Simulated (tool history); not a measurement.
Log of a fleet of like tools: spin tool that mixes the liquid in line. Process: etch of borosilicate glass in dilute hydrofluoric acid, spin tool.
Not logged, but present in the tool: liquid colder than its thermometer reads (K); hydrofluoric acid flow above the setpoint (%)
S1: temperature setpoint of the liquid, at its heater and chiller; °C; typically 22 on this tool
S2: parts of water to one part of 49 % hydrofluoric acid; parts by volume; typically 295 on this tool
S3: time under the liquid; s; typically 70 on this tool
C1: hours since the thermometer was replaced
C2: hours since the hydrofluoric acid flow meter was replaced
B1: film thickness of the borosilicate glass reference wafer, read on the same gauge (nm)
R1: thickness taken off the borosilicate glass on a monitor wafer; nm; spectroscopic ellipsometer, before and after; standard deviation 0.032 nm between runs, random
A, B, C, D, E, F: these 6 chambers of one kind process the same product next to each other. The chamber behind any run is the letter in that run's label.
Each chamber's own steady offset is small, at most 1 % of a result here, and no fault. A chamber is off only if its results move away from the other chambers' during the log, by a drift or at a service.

run 1F hour=13.3 | S1=22 S2=295 S3=70 | C1=176.1 C2=625.9 | B1=110.01 | R1=4.5643
run 2B hour=22.3 | S1=22 S2=295 S3=70 | C1=552.1 C2=871.3 | B1=109.97 | R1=4.5871
run 3E hour=34.5 | S1=22 S2=295 S3=70 | C1=631.9 C2=1193.3 | B1=110.03 | R1=4.513
run 4A hour=48.7 | S1=22 S2=295 S3=70 | C1=1142.7 C2=700.9 | B1=109.99 | R1=4.615
run 5D hour=57.9 | S1=22 S2=295 S3=70 | C1=75.2 C2=457.4 | B1=110 | R1=4.5658
run 6C hour=73.1 | S1=22 S2=295 S3=70 | C1=1907.7 C2=956.2 | B1=110.01 | R1=4.5192
run 7F hour=80.7 | S1=22 S2=295 S3=70 | C1=243.5 C2=693.3 | B1=110.02 | R1=4.6371
run 8A hour=89 | S1=22 S2=295 S3=70 | C1=1183 C2=741.2 | B1=109.99 | R1=4.5939
run 9D hour=97.7 | S1=22 S2=295 S3=70 | C1=115 C2=497.2 | B1=109.99 | R1=4.5739
run 10C hour=110.3 | S1=22 S2=295 S3=70 | C1=1944.9 C2=993.4 | B1=109.99 | R1=4.5954
run 11B hour=117.5 | S1=22 S2=295 S3=70 | C1=647.3 C2=966.5 | B1=110.02 | R1=4.6113
run 12E hour=131.8 | S1=19 S2=295 S3=70 | C1=729.2 C2=1290.6 | B1=109.95 | R1=4.0638
-- hour=134.7 chamber C: thermometer replaced
run 13B hour=139 | S1=19 S2=295 S3=70 | C1=668.8 C2=988 | B1=109.99 | R1=4.119
run 14C hour=149 | S1=19 S2=295 S3=70 | C1=14.4 C2=1032.1 | B1=110.03 | R1=4.1154
run 15F hour=159.4 | S1=19 S2=295 S3=70 | C1=322.2 C2=772 | B1=109.97 | R1=4.1126
-- hour=163.5 chamber F: hydrofluoric acid flow meter replaced
run 16E hour=171.8 | S1=19 S2=295 S3=70 | C1=769.2 C2=1330.6 | B1=110 | R1=4.0393
run 17D hour=183 | S1=19 S2=295 S3=70 | C1=200.3 C2=582.5 | B1=109.99 | R1=4.0807
run 18A hour=190.5 | S1=22 S2=250 S3=70 | C1=1284.5 C2=842.7 | B1=109.99 | R1=5.6231
run 19A hour=197.4 | S1=22 S2=250 S3=70 | C1=1291.4 C2=849.6 | B1=109.99 | R1=5.7444
-- hour=198.1 chamber A: thermometer replaced
run 20D hour=209.6 | S1=22 S2=250 S3=70 | C1=226.9 C2=609.1 | B1=110 | R1=5.659
run 21B hour=218.5 | S1=22 S2=250 S3=70 | C1=748.3 C2=1067.5 | B1=110.01 | R1=5.6361
run 22C hour=232.8 | S1=22 S2=250 S3=70 | C1=98.2 C2=1115.9 | B1=109.98 | R1=5.6424
run 23E hour=245.2 | S1=22 S2=250 S3=70 | C1=842.6 C2=1404 | B1=109.99 | R1=5.4821
run 24F hour=252.7 | S1=22 S2=295 S3=70 | C1=415.5 C2=89.3 | B1=110.01 | R1=4.5724
run 25F hour=263.6 | S1=22 S2=295 S3=70 | C1=426.4 C2=100.2 | B1=109.96 | R1=4.6024
run 26C hour=276.3 | S1=22 S2=295 S3=70 | C1=141.7 C2=1159.4 | B1=110 | R1=4.6044
run 27E hour=284.7 | S1=22 S2=295 S3=70 | C1=882.1 C2=1443.5 | B1=110.01 | R1=4.373
run 28D hour=297.1 | S1=22 S2=295 S3=110 | C1=314.4 C2=696.6 | B1=110.02 | R1=7.2304
run 29B hour=310.8 | S1=22 S2=295 S3=110 | C1=840.6 C2=1159.8 | B1=109.97 | R1=7.2666
run 30A hour=321.4 | S1=22 S2=295 S3=110 | C1=123.3 C2=973.6 | B1=109.99 | R1=7.2208
run 31E hour=334.5 | S1=22 S2=295 S3=110 | C1=931.9 C2=1493.3 | B1=109.98 | R1=6.9092
run 32A hour=344.7 | S1=22 S2=295 S3=110 | C1=146.6 C2=996.9 | B1=109.98 | R1=7.3438
run 33B hour=355.2 | S1=22 S2=295 S3=110 | C1=885 C2=1204.2 | B1=109.99 | R1=7.1787
run 34C hour=364.4 | S1=22 S2=295 S3=70 | C1=229.8 C2=1247.5 | B1=109.98 | R1=4.5959
run 35F hour=375.9 | S1=22 S2=295 S3=70 | C1=538.7 C2=212.5 | B1=110.01 | R1=4.5585
run 36D hour=382.8 | S1=22 S2=295 S3=70 | C1=400.1 C2=782.3 | B1=110.02 | R1=4.5469
run 37E hour=394.3 | S1=22 S2=295 S3=70 | C1=991.7 C2=1553.1 | B1=110 | R1=4.3264
run 38B hour=408.9 | S1=22 S2=295 S3=70 | C1=938.7 C2=1257.9 | B1=110 | R1=4.5587
run 39C hour=416 | S1=22 S2=295 S3=70 | C1=281.4 C2=1299.1 | B1=110 | R1=4.6194
run 40F hour=431.1 | S1=22 S2=295 S3=70 | C1=593.9 C2=267.7 | B1=109.98 | R1=4.5908

Does one chamber stand apart from the rest, does the shared gauge drift, or is all well apart from small per-chamber offsets? Give the chamber and the most likely cause, where there is one.

Little by little, chamber E moves away from the other chambers.
Most likely cause: liquid colder than its thermometer reads (K) = 1.71.
From this log alone, it may not be told apart from: hydrofluoric acid flow below the setpoint (%).

Here are 4 candidates for chamber E's next run, each the usual settings with a change, their results left as question marks. Which one brings its results back in line with what the others give on the usual settings?
Counts as in line when no further than this from what the other chambers average on the usual settings: R1 0.11 nm
run 41E-1 hour=442 | S1=22 S2=280 S3=70 | R1=?
run 41E-2 hour=442 | S1=22 S2=310 S3=65 | R1=?
run 41E-3 hour=442 | S1=22 S2=295 S3=65 | R1=?
run 41E-4 hour=442 | S1=25.5 S2=295 S3=70 | R1=?

Mean of the other chambers on the usual settings: R1 4.5889 nm
run=41E-1 R1=4.5785
run=41E-2 R1=3.7301
run=41E-3 R1=3.9766
run=41E-4 R1=4.8491
The answer is 41E-1, which returns the chamber to within the allowed miss of the others.
